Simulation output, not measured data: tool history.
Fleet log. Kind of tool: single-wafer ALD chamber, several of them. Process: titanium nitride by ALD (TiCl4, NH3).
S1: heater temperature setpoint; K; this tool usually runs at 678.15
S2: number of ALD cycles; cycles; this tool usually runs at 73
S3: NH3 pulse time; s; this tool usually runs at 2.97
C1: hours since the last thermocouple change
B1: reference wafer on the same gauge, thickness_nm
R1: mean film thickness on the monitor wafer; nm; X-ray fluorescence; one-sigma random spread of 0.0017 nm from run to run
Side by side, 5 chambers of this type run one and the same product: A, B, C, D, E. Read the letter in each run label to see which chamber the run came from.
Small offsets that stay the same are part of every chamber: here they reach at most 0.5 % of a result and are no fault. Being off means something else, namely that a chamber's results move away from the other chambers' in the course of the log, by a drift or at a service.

Run 1E, hour 9.4: usual settings; C1 2001.9; B1 1.5496. Result: R1 1.6318 nm.
Run 2C, hour 20.1: usual settings; C1 1652.7; B1 1.5496. Result: R1 1.6408 nm.
Run 3B, hour 29.2: usual settings; C1 217.4; B1 1.5496. Result: R1 1.6355 nm.
Run 4D, hour 39.5: usual settings; C1 1169.9; B1 1.5494. Result: R1 1.6351 nm.
Run 5A, hour 48.9: usual settings; C1 99.8; B1 1.5489. Result: R1 1.6405 nm.
Run 6C, hour 59.3: usual settings; C1 1691.9; B1 1.5492. Result: R1 1.6399 nm.
Run 7D, hour 70.7: usual settings; C1 1201.1; B1 1.5489. Result: R1 1.6329 nm.
Run 8A, hour 77.6: usual settings; C1 128.5; B1 1.5488. Result: R1 1.6393 nm.
Run 9B, hour 85.8: usual settings; C1 274.0; B1 1.5487. Result: R1 1.6374 nm.
Run 10E, hour 94.3: usual settings but S1 672.15 K, S3 3.65 s; C1 2086.8; B1 1.5482. Result: R1 1.6396 nm.
Run 11B, hour 105.7: usual settings but S1 672.15 K, S3 3.65 s; C1 293.9; B1 1.5481. Result: R1 1.6437 nm.
Run 12C, hour 117.0: usual settings but S1 672.15 K, S3 3.65 s; C1 1749.6; B1 1.5479. Result: R1 1.6429 nm.
Run 13D, hour 126.6: usual settings but S1 672.15 K, S3 3.65 s; C1 1257.0; B1 1.5482. Result: R1 1.6397 nm.
Run 14E, hour 139.0: usual settings but S1 672.15 K, S3 3.65 s; C1 2131.5; B1 1.5478. Result: R1 1.6378 nm.
Run 15A, hour 146.6: usual settings but S3 3.32 s; C1 197.5; B1 1.5478. Result: R1 1.6462 nm.
Run 16B, hour 158.4: usual settings but S3 3.32 s; C1 346.6; B1 1.5479. Result: R1 1.6390 nm.
Run 17C, hour 167.2: usual settings but S3 3.32 s; C1 1799.8; B1 1.5474. Result: R1 1.6424 nm.
Run 18D, hour 179.3: usual settings but S3 3.32 s; C1 1309.7; B1 1.5470. Result: R1 1.6367 nm.
Run 19E, hour 191.1: usual settings but S3 3.32 s; C1 2183.6; B1 1.5469. Result: R1 1.6321 nm.
Run 20A, hour 200.1: usual settings; C1 251.0; B1 1.5472. Result: R1 1.6350 nm.
Run 21E, hour 211.1: usual settings; C1 2203.6; B1 1.5468. Result: R1 1.6268 nm.
Run 22D, hour 220.5: usual settings; C1 1350.9; B1 1.5467. Result: R1 1.6312 nm.
Run 23C, hour 227.0: usual settings; C1 1859.6; B1 1.5463. Result: R1 1.6356 nm.
Run 24A, hour 240.4: usual settings; C1 291.3; B1 1.5463. Result: R1 1.6338 nm.
Run 25B, hour 252.7: usual settings; C1 440.9; B1 1.5459. Result: R1 1.6330 nm.
Run 26B, hour 260.1: usual settings; C1 448.3; B1 1.5462. Result: R1 1.6333 nm.
Run 27E, hour 270.4: usual settings; C1 2262.9; B1 1.5458. Result: R1 1.6276 nm.
Run 28D, hour 282.6: usual settings but S1 665.15 K; C1 1413.0; B1 1.5455. Result: R1 1.6147 nm.
Run 29A, hour 289.9: usual settings but S1 665.15 K; C1 340.8; B1 1.5454. Result: R1 1.6246 nm.
Run 30C, hour 297.8: usual settings but S1 665.15 K; C1 1930.4; B1 1.5456. Result: R1 1.6232 nm.
Run 31D, hour 307.4: usual settings but S1 665.15 K; C1 1437.8; B1 1.5454. Result: R1 1.6171 nm.
Run 32E, hour 315.8: usual settings but S1 665.15 K; C1 2308.3; B1 1.5452. Result: R1 1.6185 nm.
Run 33B, hour 322.2: usual settings; C1 510.4; B1 1.5450. Result: R1 1.6321 nm.
At hour 325.2: chamber D: thermocouple changed; heater temperature recalibrated.
Run 34C, hour 332.9: usual settings; C1 1965.5; B1 1.5449. Result: R1 1.6325 nm.
Run 35A, hour 343.3: usual settings but S1 671.15 K; C1 394.2; B1 1.5448. Result: R1 1.6335 nm.
Run 36E, hour 350.3: usual settings but S1 671.15 K; C1 2342.8; B1 1.5443. Result: R1 1.6221 nm.
Run 37D, hour 359.7: usual settings but S1 671.15 K; C1 34.6; B1 1.5447. Result: R1 1.6264 nm.
Run 38C, hour 368.6: usual settings but S1 671.15 K; C1 2001.2; B1 1.5445. Result: R1 1.6259 nm.
Run 39B, hour 378.9: usual settings but S1 671.15 K; C1 567.1; B1 1.5446. Result: R1 1.6301 nm.
Run 40A, hour 390.3: usual settings; C1 441.2; B1 1.5442. Result: R1 1.6340 nm.
Run 41E, hour 402.8: usual settings; C1 2395.3; B1 1.5442. Result: R1 1.6265 nm.
Run 42A, hour 416.7: usual settings but S2 80 cycles; C1 467.6; B1 1.5441. Result: R1 1.7894 nm.

What goes on in this fleet: one chamber off, a drifting gauge, or nothing beyond the chambers' own small offsets? Name the chamber and the cause, if any.

It is the gauge, not a chamber: its drift shows up in every chamber's results at once, and no chamber is off.
Likeliest cause: gauge reads low (%) = 0.414.
